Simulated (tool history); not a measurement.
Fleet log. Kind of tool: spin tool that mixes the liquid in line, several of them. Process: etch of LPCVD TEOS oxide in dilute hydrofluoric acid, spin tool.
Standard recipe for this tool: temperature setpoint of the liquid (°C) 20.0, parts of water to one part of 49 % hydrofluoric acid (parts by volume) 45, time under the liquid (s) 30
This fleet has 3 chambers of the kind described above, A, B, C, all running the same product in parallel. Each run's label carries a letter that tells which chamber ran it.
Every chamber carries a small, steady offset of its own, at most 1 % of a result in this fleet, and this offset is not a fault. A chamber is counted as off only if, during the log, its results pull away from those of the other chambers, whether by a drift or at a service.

| run | hour | temperature setpoint of the liquid (°C) | parts of water to one part of 49 % hydrofluoric acid (parts by volume) | time under the liquid (s) | hours since the thermometer was replaced | hours since the hydrofluoric acid flow meter was replaced | read-back film thickness of the LPCVD TEOS oxide reference wafer, read on the same gauge (nm) | thickness taken off the LPCVD TEOS oxide on a monitor wafer (nm) |
|---|---|---|---|---|---|---|---|---|
| 1B | 8.8 | 20.0 | 45 | 30 | 582.9 | 776.7 | 139.99 | 19.742 |
| 2A | 20.6 | 20.0 | 45 | 30 | 303.1 | 966.2 | 139.98 | 19.647 |
| 3C | 27.1 | 20.0 | 45 | 30 | 948.5 | 495.8 | 139.98 | 19.631 |
| 4A | 33.5 | 20.0 | 45 | 30 | 316.0 | 979.1 | 140.02 | 19.656 |
| 5C | 46.3 | 20.0 | 45 | 30 | 967.7 | 515.0 | 140.00 | 19.696 |
| 6B | 52.7 | 20.0 | 45 | 30 | 626.8 | 820.6 | 140.00 | 19.764 |
| 7C | 60.8 | 20.0 | 45 | 30 | 982.2 | 529.5 | 139.99 | 19.502 |
| 8B | 71.0 | 20.0 | 45 | 30 | 645.1 | 838.9 | 140.02 | 19.776 |
| 9A | 79.2 | 20.0 | 45 | 30 | 361.7 | 1024.8 | 139.99 | 19.793 |
| 10C | 93.2 | 20.0 | 45 | 30 | 1014.6 | 561.9 | 140.00 | 19.636 |
| 11B | 105.4 | 20.0 | 45 | 30 | 679.5 | 873.3 | 139.99 | 19.915 |
| 12A | 114.1 | 20.0 | 45 | 30 | 396.6 | 1059.7 | 140.01 | 19.613 |
| 13B | 121.5 | 20.0 | 45 | 30 | 695.6 | 889.4 | 140.00 | 19.694 |
| 14C | 127.9 | 20.0 | 45 | 30 | 1049.3 | 596.6 | 140.02 | 19.717 |
| 15A | 137.2 | 20.0 | 30 | 45 | 419.7 | 1082.8 | 139.99 | 45.053 |
| 16C | 147.3 | 20.0 | 30 | 45 | 1068.7 | 616.0 | 139.98 | 45.014 |
|  | 149.5 | chamber C: hydrofluoric acid flow meter replaced |
| 17B | 159.0 | 20.0 | 30 | 45 | 733.1 | 926.9 | 140.00 | 45.832 |
| 18A | 169.9 | 22.5 | 45 | 30 | 452.4 | 1115.5 | 140.02 | 21.916 |
| 19A | 182.8 | 22.5 | 45 | 30 | 465.3 | 1128.4 | 140.01 | 22.140 |
| 20B | 190.1 | 22.5 | 45 | 30 | 764.2 | 958.0 | 140.01 | 22.462 |
| 21C | 200.4 | 20.0 | 45 | 30 | 1121.8 | 51.0 | 139.97 | 19.711 |
| 22C | 210.6 | 20.0 | 45 | 30 | 1132.0 | 61.2 | 140.02 | 19.712 |
| 23A | 222.0 | 20.0 | 45 | 30 | 504.5 | 1167.6 | 139.98 | 19.696 |
|  | 228.9 | chamber C: thermometer replaced |
| 24B | 229.2 | 20.0 | 45 | 30 | 803.3 | 997.1 | 140.00 | 20.745 |
| 25B | 241.0 | 20.0 | 45 | 30 | 815.1 | 1008.9 | 139.98 | 20.532 |
| 26C | 250.2 | 20.0 | 45 | 30 | 21.3 | 100.8 | 140.01 | 19.868 |
| 27A | 259.5 | 20.0 | 45 | 30 | 542.0 | 1205.1 | 139.99 | 19.714 |
| 28C | 268.0 | 20.0 | 45 | 30 | 39.1 | 118.6 | 139.98 | 19.779 |
| 29A | 275.9 | 20.0 | 30 | 50 | 558.4 | 1221.5 | 140.00 | 50.598 |
| 30B | 286.8 | 20.0 | 30 | 50 | 860.9 | 1054.7 | 140.00 | 53.388 |
| 31C | 297.0 | 20.0 | 30 | 50 | 68.1 | 147.6 | 140.02 | 50.148 |
| 32B | 310.5 | 20.0 | 45 | 30 | 884.6 | 1078.4 | 139.99 | 20.594 |
| 33A | 318.9 | 20.0 | 45 | 30 | 601.4 | 1264.5 | 140.02 | 19.754 |
| 34C | 328.1 | 20.0 | 45 | 30 | 99.2 | 178.7 | 139.99 | 19.625 |
| 35B | 341.4 | 20.0 | 45 | 30 | 915.5 | 1109.3 | 140.03 | 21.319 |
| 36A | 351.3 | 20.0 | 45 | 30 | 633.8 | 1296.9 | 140.01 | 19.598 |
| 37A | 362.0 | 20.0 | 45 | 30 | 644.5 | 1307.6 | 140.00 | 19.923 |
| 38B | 373.1 | 20.0 | 45 | 30 | 947.2 | 1141.0 | 140.02 | 21.421 |
| 39C | 380.6 | 20.0 | 45 | 30 | 151.7 | 231.2 | 140.00 | 19.840 |
| 40A | 393.8 | 20.0 | 45 | 30 | 676.3 | 1339.4 | 140.03 | 19.797 |

Decide between three cases: one chamber stands off from its peers, the gauge reading all wafers drifts, or nothing is wrong past each chamber's small offset. Where a chamber is off, say which and what most likely put it there.

Chamber B drifts away from the others.
Most likely cause: liquid hotter than its thermometer reads (K) = 2.17.
The log may not separate it from: hydrofluoric acid flow above the setpoint (%).

Here are 4 candidates for chamber B's next run, each the usual settings with a change, their results left as question marks. Which one brings its results back in line with what the others give on the usual settings?
In line means no further than this from the other chambers' mean on the usual settings: thickness taken off the LPCVD TEOS oxide on a monitor wafer (nm) 0.500
| 41B-1 | 403.9 | 18.0 | 45 | 30 |  |  |  | ? |
| 41B-2 | 403.9 | 20.5 | 45 | 35 |  |  |  | ? |
| 41B-3 | 403.9 | 20.0 | 45 | 25 |  |  |  | ? |
| 41B-4 | 403.9 | 22.0 | 45 | 30 |  |  |  | ? |

What the other chambers average on the usual settings: thickness taken off the LPCVD TEOS oxide on a monitor wafer (nm) 19.739
| run | thickness taken off the LPCVD TEOS oxide on a monitor wafer (nm) |
|---|---|
| 41B-1 | 19.946 |
| 41B-2 | 25.868 |
| 41B-3 | 18.095 |
| 41B-4 | 23.597 |
The answer is 41B-1, which returns the chamber to within the allowed miss of the others.
